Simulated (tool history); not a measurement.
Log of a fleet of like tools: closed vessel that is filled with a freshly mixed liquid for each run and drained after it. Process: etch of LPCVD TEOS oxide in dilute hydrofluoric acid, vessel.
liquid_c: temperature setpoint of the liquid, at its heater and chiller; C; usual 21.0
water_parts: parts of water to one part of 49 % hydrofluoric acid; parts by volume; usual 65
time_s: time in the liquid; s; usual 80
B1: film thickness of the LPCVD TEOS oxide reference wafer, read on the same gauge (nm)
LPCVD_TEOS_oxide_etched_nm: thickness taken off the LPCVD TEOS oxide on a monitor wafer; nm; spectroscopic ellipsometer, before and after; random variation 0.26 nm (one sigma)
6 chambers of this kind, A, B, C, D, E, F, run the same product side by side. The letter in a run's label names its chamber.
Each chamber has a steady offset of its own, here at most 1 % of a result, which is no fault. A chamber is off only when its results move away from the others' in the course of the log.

Run 1A, hour 4.7: usual settings; B1 59.967. Result: LPCVD_TEOS_oxide_etched_nm 25.960 nm.
Run 2B, hour 12.3: usual settings; B1 59.994. Result: LPCVD_TEOS_oxide_etched_nm 25.611 nm.
Run 3F, hour 20.2: usual settings; B1 60.014. Result: LPCVD_TEOS_oxide_etched_nm 25.677 nm.
Run 4E, hour 26.0: usual settings; B1 59.996. Result: LPCVD_TEOS_oxide_etched_nm 25.861 nm.
Run 5C, hour 34.9: usual settings; B1 59.988. Result: LPCVD_TEOS_oxide_etched_nm 25.934 nm.
Run 6D, hour 44.4: usual settings but water_parts 90 parts by volume; B1 59.946. Result: LPCVD_TEOS_oxide_etched_nm 17.962 nm.
Run 7D, hour 49.3: usual settings but water_parts 90 parts by volume; B1 59.995. Result: LPCVD_TEOS_oxide_etched_nm 18.005 nm.
Run 8E, hour 54.3: usual settings but water_parts 90 parts by volume; B1 60.013. Result: LPCVD_TEOS_oxide_etched_nm 18.129 nm.
Run 9B, hour 60.7: usual settings but water_parts 90 parts by volume; B1 59.996. Result: LPCVD_TEOS_oxide_etched_nm 17.909 nm.
Run 10F, hour 65.4: usual settings but water_parts 90 parts by volume; B1 59.997. Result: LPCVD_TEOS_oxide_etched_nm 18.111 nm.
At hour 72.2: chamber D: hydrofluoric acid flow meter replaced.
Run 11C, hour 72.3: usual settings but water_parts 90 parts by volume; B1 60.012. Result: LPCVD_TEOS_oxide_etched_nm 17.947 nm.
Run 12A, hour 81.4: usual settings; B1 60.035. Result: LPCVD_TEOS_oxide_etched_nm 26.136 nm.
Run 13A, hour 88.1: usual settings; B1 59.987. Result: LPCVD_TEOS_oxide_etched_nm 25.546 nm.
At hour 88.9: chamber F: hydrofluoric acid flow meter replaced.
Run 14B, hour 97.7: usual settings but liquid_c 18.5 C, time_s 40 s; B1 59.973. Result: LPCVD_TEOS_oxide_etched_nm 11.284 nm.
Run 15C, hour 107.2: usual settings but liquid_c 18.5 C, time_s 40 s; B1 59.971. Result: LPCVD_TEOS_oxide_etched_nm 11.420 nm.
Run 16F, hour 113.2: usual settings but liquid_c 18.5 C, time_s 40 s; B1 60.013. Result: LPCVD_TEOS_oxide_etched_nm 11.698 nm.
Run 17E, hour 118.2: usual settings but liquid_c 18.5 C, time_s 40 s; B1 60.025. Result: LPCVD_TEOS_oxide_etched_nm 11.630 nm.
At hour 123.0: chamber A: hydrofluoric acid flow meter replaced.
Run 18D, hour 125.5: usual settings but liquid_c 18.5 C, time_s 40 s; B1 60.024. Result: LPCVD_TEOS_oxide_etched_nm 11.615 nm.
Run 19E, hour 134.7: usual settings but liquid_c 18.5 C, time_s 40 s; B1 59.965. Result: LPCVD_TEOS_oxide_etched_nm 11.772 nm.
Run 20C, hour 139.2: usual settings; B1 60.018. Result: LPCVD_TEOS_oxide_etched_nm 24.746 nm.
Run 21D, hour 144.2: usual settings; B1 60.017. Result: LPCVD_TEOS_oxide_etched_nm 25.338 nm.
At hour 144.8: chamber B: hydrofluoric acid flow meter replaced.
Run 22F, hour 149.3: usual settings but time_s 120 s; B1 59.993. Result: LPCVD_TEOS_oxide_etched_nm 38.659 nm.
Run 23A, hour 156.4: usual settings but time_s 120 s; B1 60.024. Result: LPCVD_TEOS_oxide_etched_nm 38.774 nm.
Run 24B, hour 161.1: usual settings but time_s 120 s; B1 59.985. Result: LPCVD_TEOS_oxide_etched_nm 38.616 nm.
Run 25E, hour 167.3: usual settings but time_s 120 s; B1 60.007. Result: LPCVD_TEOS_oxide_etched_nm 38.460 nm.
Run 26B, hour 173.2: usual settings but time_s 120 s; B1 60.019. Result: LPCVD_TEOS_oxide_etched_nm 38.171 nm.
Run 27C, hour 179.8: usual settings but time_s 120 s; B1 60.042. Result: LPCVD_TEOS_oxide_etched_nm 36.048 nm.
Run 28D, hour 188.6: usual settings; B1 60.022. Result: LPCVD_TEOS_oxide_etched_nm 25.886 nm.
Run 29A, hour 193.3: usual settings; B1 60.017. Result: LPCVD_TEOS_oxide_etched_nm 26.109 nm.
Run 30F, hour 198.0: usual settings; B1 60.040. Result: LPCVD_TEOS_oxide_etched_nm 26.604 nm.
Run 31F, hour 207.4: usual settings; B1 60.004. Result: LPCVD_TEOS_oxide_etched_nm 25.780 nm.
Run 32D, hour 213.0: usual settings; B1 59.985. Result: LPCVD_TEOS_oxide_etched_nm 25.326 nm.
Run 33B, hour 218.2: usual settings; B1 59.961. Result: LPCVD_TEOS_oxide_etched_nm 25.452 nm.
Run 34E, hour 223.6: usual settings; B1 60.004. Result: LPCVD_TEOS_oxide_etched_nm 26.122 nm.
Run 35C, hour 233.2: usual settings; B1 59.959. Result: LPCVD_TEOS_oxide_etched_nm 23.763 nm.
Run 36A, hour 241.7: usual settings; B1 59.996. Result: LPCVD_TEOS_oxide_etched_nm 25.888 nm.
Run 37A, hour 249.0: usual settings; B1 60.004. Result: LPCVD_TEOS_oxide_etched_nm 25.957 nm.
Run 38D, hour 254.4: usual settings but liquid_c 24.0 C, time_s 50 s; B1 59.922. Result: LPCVD_TEOS_oxide_etched_nm 17.796 nm.

Is one chamber off against the others, does the gauge drift, or is nothing wrong? If a chamber is off, say which, and what the likeliest cause is.

Chamber C drifts away from the others.
Cause: hydrofluoric acid flow below the setpoint (%) = 8.52.
The log may not tell that from: liquid colder than its thermometer reads (K).

Here are 4 candidates for chamber C's next run, each the usual settings with a change, their results left as question marks. Which one brings its results back in line with what the others give on the usual settings?
In line means no further than this from the other chambers' mean on the usual settings: LPCVD_TEOS_oxide_etched_nm 0.900 nm
Run 39C-1, hour 261.5: usual settings but water_parts 70 parts by volume. Result: LPCVD_TEOS_oxide_etched_nm ?.
Run 39C-2, hour 261.5: usual settings but liquid_c 21.5 C. Result: LPCVD_TEOS_oxide_etched_nm ?.
Run 39C-3, hour 261.5: usual settings but liquid_c 23.0 C. Result: LPCVD_TEOS_oxide_etched_nm ?.
Run 39C-4, hour 261.5: usual settings but liquid_c 20.5 C. Result: LPCVD_TEOS_oxide_etched_nm ?.

The other chambers' mean on the usual settings: LPCVD_TEOS_oxide_etched_nm 25.671 nm
  run  LPCVD_TEOS_oxide_etched_nm
39C-1                      21.743
39C-2                      24.063
39C-3                      25.603
39C-4                      23.085
39C-3 brings the chamber back in line.

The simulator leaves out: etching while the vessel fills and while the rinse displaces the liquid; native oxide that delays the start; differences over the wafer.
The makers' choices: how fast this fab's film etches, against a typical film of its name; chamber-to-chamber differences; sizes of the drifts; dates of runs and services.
